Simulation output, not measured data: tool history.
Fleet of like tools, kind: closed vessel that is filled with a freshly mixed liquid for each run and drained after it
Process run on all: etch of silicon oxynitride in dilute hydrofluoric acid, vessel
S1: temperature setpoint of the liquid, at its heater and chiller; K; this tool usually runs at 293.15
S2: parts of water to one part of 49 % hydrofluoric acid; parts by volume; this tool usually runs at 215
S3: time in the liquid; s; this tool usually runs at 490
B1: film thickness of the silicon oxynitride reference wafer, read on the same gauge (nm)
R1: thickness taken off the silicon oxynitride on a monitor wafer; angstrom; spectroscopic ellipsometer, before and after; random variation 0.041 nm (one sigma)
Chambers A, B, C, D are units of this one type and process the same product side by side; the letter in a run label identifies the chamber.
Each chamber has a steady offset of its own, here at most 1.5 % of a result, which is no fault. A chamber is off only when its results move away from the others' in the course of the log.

run   hour      S1   S2   S3      B1      R1
 1A    6.2  293.15  215  490  30.027  48.793
 2C   14.4  293.15  215  490  29.988  48.108
 3D   26.7  293.15  215  490  29.916  47.529
 4B   38.4  293.15  215  490  29.989  47.215
 5C   44.1  293.15  215  490  29.976  47.600
 6B   52.2  293.15  215  490  29.951  47.610
 7D   60.3  293.15  215  490  29.985  47.536
 8A   69.0  293.15  215  490  30.061  47.720
 9B   75.4  293.15  215  390  30.023  37.149
10A   84.5  293.15  215  390  29.998  37.710
11C   92.7  293.15  215  390  29.986  38.160
12D  101.7  293.15  215  390  29.962  37.684
13A  107.5  293.15  215  490  29.961  47.662
14D  115.2  293.15  215  490  29.972  46.902
15C  123.5  293.15  215  490  30.008  47.926
16B  135.3  290.15  215  490  29.976  40.492
17B  142.1  290.15  215  490  29.976  41.232
18A  153.6  290.15  215  490  30.022  40.742
19D  163.0  290.15  215  490  30.003  42.137
     169.7  -- chamber B: hydrofluoric acid flow meter replaced
20C  175.2  293.15  215  490  30.029  48.499
21B  184.4  293.15  215  490  30.003  47.618
22A  195.4  293.15  215  490  29.966  46.581
23C  202.8  293.15  215  490  30.023  47.371
24D  214.4  293.15  215  490  29.994  47.322
25C  221.6  293.15  215  490  30.018  48.042
26D  230.0  293.15  215  490  29.939  48.117

Has any chamber moved away from the others, gradually or after a service, or does the common gauge drift, or do the chambers differ only by their own small steady offsets? State the chamber and the most likely cause if one applies.

Chamber A drifts away from the others.
Most likely cause: liquid colder than its thermometer reads (K) = 1.2.
The log may not tell that from: hydrofluoric acid flow below the setpoint (%).

Which of the 4 candidates below, each the usual settings with something changed and its results left as question marks, puts chamber A back in line with what the other chambers give on the usual settings?
In line here means within this much of the mean the other chambers give on the usual settings: R1 1.400 angstrom
27A-1  239.1  293.15  215  475       ?
27A-2  239.1  293.15  210  500       ?
27A-3  239.1  293.15  205  510       ?
27A-4  239.1  291.15  215  490       ?

The mean the other chambers reach with the usual settings: R1 47.644 angstrom
  run      R1
27A-1  44.490
27A-2  48.115
27A-3  50.449
27A-4  41.742
It is 27A-2 that realigns the chamber with its peers.
